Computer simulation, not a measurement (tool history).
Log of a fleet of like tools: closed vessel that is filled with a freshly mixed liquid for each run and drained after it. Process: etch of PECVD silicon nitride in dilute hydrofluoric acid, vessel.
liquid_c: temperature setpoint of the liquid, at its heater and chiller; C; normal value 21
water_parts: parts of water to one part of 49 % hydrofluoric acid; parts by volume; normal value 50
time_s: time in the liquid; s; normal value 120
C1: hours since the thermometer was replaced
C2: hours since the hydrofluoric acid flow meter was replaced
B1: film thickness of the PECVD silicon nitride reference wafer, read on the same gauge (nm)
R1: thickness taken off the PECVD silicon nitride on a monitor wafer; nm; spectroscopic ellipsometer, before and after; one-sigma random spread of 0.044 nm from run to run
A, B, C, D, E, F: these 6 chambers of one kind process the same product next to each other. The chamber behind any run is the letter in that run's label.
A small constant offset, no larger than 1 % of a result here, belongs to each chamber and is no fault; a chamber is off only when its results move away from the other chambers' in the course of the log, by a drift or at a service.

{"run": "1E", "hour": 10.2, "liquid_c": 21, "water_parts": 50, "time_s": 120, "C1": 326.4, "C2": 635.6, "B1": 110, "R1": 5.8695}
{"run": "2B", "hour": 18.3, "liquid_c": 21, "water_parts": 50, "time_s": 120, "C1": 138.5, "C2": 460.6, "B1": 110.04, "R1": 5.8461}
{"run": "3D", "hour": 26.1, "liquid_c": 21, "water_parts": 50, "time_s": 120, "C1": 1479.4, "C2": 336.4, "B1": 110.01, "R1": 5.9441}
{"run": "4F", "hour": 32.3, "liquid_c": 21, "water_parts": 50, "time_s": 120, "C1": 567.6, "C2": 461.6, "B1": 109.97, "R1": 5.8137}
{"run": "5C", "hour": 42.8, "liquid_c": 19.5, "water_parts": 70, "time_s": 120, "C1": 672.1, "C2": 183.9, "B1": 110.01, "R1": 3.8441}
{"run": "6A", "hour": 51.9, "liquid_c": 19.5, "water_parts": 70, "time_s": 120, "C1": 1525.9, "C2": 1632.6, "B1": 110, "R1": 3.8287}
{"run": "7F", "hour": 59.0, "liquid_c": 19.5, "water_parts": 70, "time_s": 120, "C1": 594.3, "C2": 488.3, "B1": 110, "R1": 3.8637}
{"run": "8A", "hour": 71.5, "liquid_c": 19.5, "water_parts": 70, "time_s": 120, "C1": 1545.5, "C2": 1652.2, "B1": 110, "R1": 3.8349}
{"run": "9B", "hour": 82.9, "liquid_c": 19.5, "water_parts": 70, "time_s": 120, "C1": 203.1, "C2": 525.2, "B1": 110, "R1": 3.8173}
{"run": "10D", "hour": 93.0, "liquid_c": 19.5, "water_parts": 70, "time_s": 120, "C1": 1546.3, "C2": 403.3, "B1": 109.96, "R1": 3.8191}
{"run": "11C", "hour": 103.6, "liquid_c": 21, "water_parts": 50, "time_s": 120, "C1": 732.9, "C2": 244.7, "B1": 109.98, "R1": 5.832}
{"run": "12E", "hour": 111.0, "liquid_c": 21, "water_parts": 35, "time_s": 55, "C1": 427.2, "C2": 736.4, "B1": 109.98, "R1": 3.8115}
{"run": "13E", "hour": 123.1, "liquid_c": 21, "water_parts": 35, "time_s": 55, "C1": 439.3, "C2": 748.5, "B1": 110.05, "R1": 3.7863}
{"run": "14B", "hour": 135.0, "liquid_c": 21, "water_parts": 35, "time_s": 55, "C1": 255.2, "C2": 577.3, "B1": 110, "R1": 3.7914}
{"run": "15F", "hour": 146.9, "liquid_c": 21, "water_parts": 35, "time_s": 55, "C1": 682.2, "C2": 576.2, "B1": 109.99, "R1": 3.7302}
{"run": "16D", "hour": 152.4, "liquid_c": 21, "water_parts": 35, "time_s": 55, "C1": 1605.7, "C2": 462.7, "B1": 110.04, "R1": 3.8195}
{"run": "17C", "hour": 162.1, "liquid_c": 21, "water_parts": 35, "time_s": 55, "C1": 791.4, "C2": 303.2, "B1": 109.96, "R1": 3.8536}
{"run": "18A", "hour": 171.3, "liquid_c": 21, "water_parts": 50, "time_s": 120, "C1": 1645.3, "C2": 1752, "B1": 110.03, "R1": 5.8627}
{"run": "19B", "hour": 181.1, "liquid_c": 21, "water_parts": 50, "time_s": 120, "C1": 301.3, "C2": 623.4, "B1": 110.02, "R1": 5.8302}
{"run": "20A", "hour": 187.1, "liquid_c": 21, "water_parts": 50, "time_s": 120, "C1": 1661.1, "C2": 1767.8, "B1": 110.02, "R1": 5.9216}
{"run": "21F", "hour": 195.0, "liquid_c": 21, "water_parts": 50, "time_s": 120, "C1": 730.3, "C2": 624.3, "B1": 110.02, "R1": 5.8781}
{"run": "22D", "hour": 204.0, "liquid_c": 21, "water_parts": 50, "time_s": 120, "C1": 1657.3, "C2": 514.3, "B1": 110, "R1": 5.8933}
{"run": "23C", "hour": 216.2, "liquid_c": 21, "water_parts": 50, "time_s": 75, "C1": 845.5, "C2": 357.3, "B1": 110, "R1": 3.6607}
{"run": "24E", "hour": 227.4, "liquid_c": 21, "water_parts": 50, "time_s": 75, "C1": 543.6, "C2": 852.8, "B1": 109.99, "R1": 3.752}
{"hour": 228.4, "done": "chamber A: hydrofluoric acid flow meter replaced"}
{"run": "25A", "hour": 237.7, "liquid_c": 21, "water_parts": 50, "time_s": 75, "C1": 1711.7, "C2": 9.3, "B1": 110.01, "R1": 3.6486}
{"run": "26C", "hour": 245.0, "liquid_c": 21, "water_parts": 50, "time_s": 75, "C1": 874.3, "C2": 386.1, "B1": 109.97, "R1": 3.6867}
{"hour": 256.0, "done": "chamber F: hydrofluoric acid flow meter replaced"}
{"run": "27F", "hour": 256.0, "liquid_c": 21, "water_parts": 50, "time_s": 75, "C1": 791.3, "C2": 0.1, "B1": 109.96, "R1": 3.661}
{"run": "28D", "hour": 261.7, "liquid_c": 21, "water_parts": 50, "time_s": 75, "C1": 1715, "C2": 572, "B1": 110, "R1": 3.6987}
{"run": "29E", "hour": 273.6, "liquid_c": 21, "water_parts": 50, "time_s": 120, "C1": 589.8, "C2": 899, "B1": 109.97, "R1": 5.952}
{"run": "30B", "hour": 280.7, "liquid_c": 21, "water_parts": 50, "time_s": 120, "C1": 400.9, "C2": 723, "B1": 110, "R1": 5.817}
{"run": "31B", "hour": 287.4, "liquid_c": 21, "water_parts": 50, "time_s": 120, "C1": 407.6, "C2": 729.7, "B1": 110, "R1": 5.7972}
{"run": "32F", "hour": 297.5, "liquid_c": 21, "water_parts": 50, "time_s": 120, "C1": 832.8, "C2": 41.6, "B1": 109.99, "R1": 5.8368}
{"run": "33E", "hour": 306.1, "liquid_c": 21, "water_parts": 50, "time_s": 120, "C1": 622.3, "C2": 931.5, "B1": 110.02, "R1": 5.916}
{"hour": 310.9, "done": "chamber E: thermometer replaced"}
{"run": "34D", "hour": 316.8, "liquid_c": 21, "water_parts": 50, "time_s": 120, "C1": 1770.1, "C2": 627.1, "B1": 110.01, "R1": 5.9087}
{"run": "35C", "hour": 328.2, "liquid_c": 21, "water_parts": 50, "time_s": 120, "C1": 957.5, "C2": 469.3, "B1": 110.04, "R1": 5.834}
{"run": "36A", "hour": 340.7, "liquid_c": 17.5, "water_parts": 65, "time_s": 120, "C1": 1814.7, "C2": 112.3, "B1": 110.01, "R1": 3.5859}
{"run": "37F", "hour": 352.8, "liquid_c": 17.5, "water_parts": 65, "time_s": 120, "C1": 888.1, "C2": 96.9, "B1": 110, "R1": 3.5856}
{"run": "38B", "hour": 364.3, "liquid_c": 17.5, "water_parts": 65, "time_s": 120, "C1": 484.5, "C2": 806.6, "B1": 109.96, "R1": 3.5868}
{"run": "39E", "hour": 376.1, "liquid_c": 17.5, "water_parts": 65, "time_s": 120, "C1": 65.2, "C2": 1001.5, "B1": 110, "R1": 3.6213}
{"run": "40D", "hour": 388.6, "liquid_c": 17.5, "water_parts": 65, "time_s": 120, "C1": 1841.9, "C2": 698.9, "B1": 110.01, "R1": 3.6266}
{"run": "41C", "hour": 397.9, "liquid_c": 17.5, "water_parts": 65, "time_s": 120, "C1": 1027.2, "C2": 539, "B1": 110.01, "R1": 3.6106}
{"run": "42A", "hour": 407.8, "liquid_c": 21, "water_parts": 50, "time_s": 120, "C1": 1881.8, "C2": 179.4, "B1": 110, "R1": 5.9588}
{"run": "43B", "hour": 414.2, "liquid_c": 21, "water_parts": 50, "time_s": 120, "C1": 534.4, "C2": 856.5, "B1": 110.03, "R1": 5.9016}

Which is it: a chamber that has drifted or been left off by a service, a gauge drift common to all chambers, or only each chamber's usual small offset? If a chamber is off, name it and its likeliest cause.

Beyond each chamber's small constant offset nothing stands out, and the gauge stays steady.

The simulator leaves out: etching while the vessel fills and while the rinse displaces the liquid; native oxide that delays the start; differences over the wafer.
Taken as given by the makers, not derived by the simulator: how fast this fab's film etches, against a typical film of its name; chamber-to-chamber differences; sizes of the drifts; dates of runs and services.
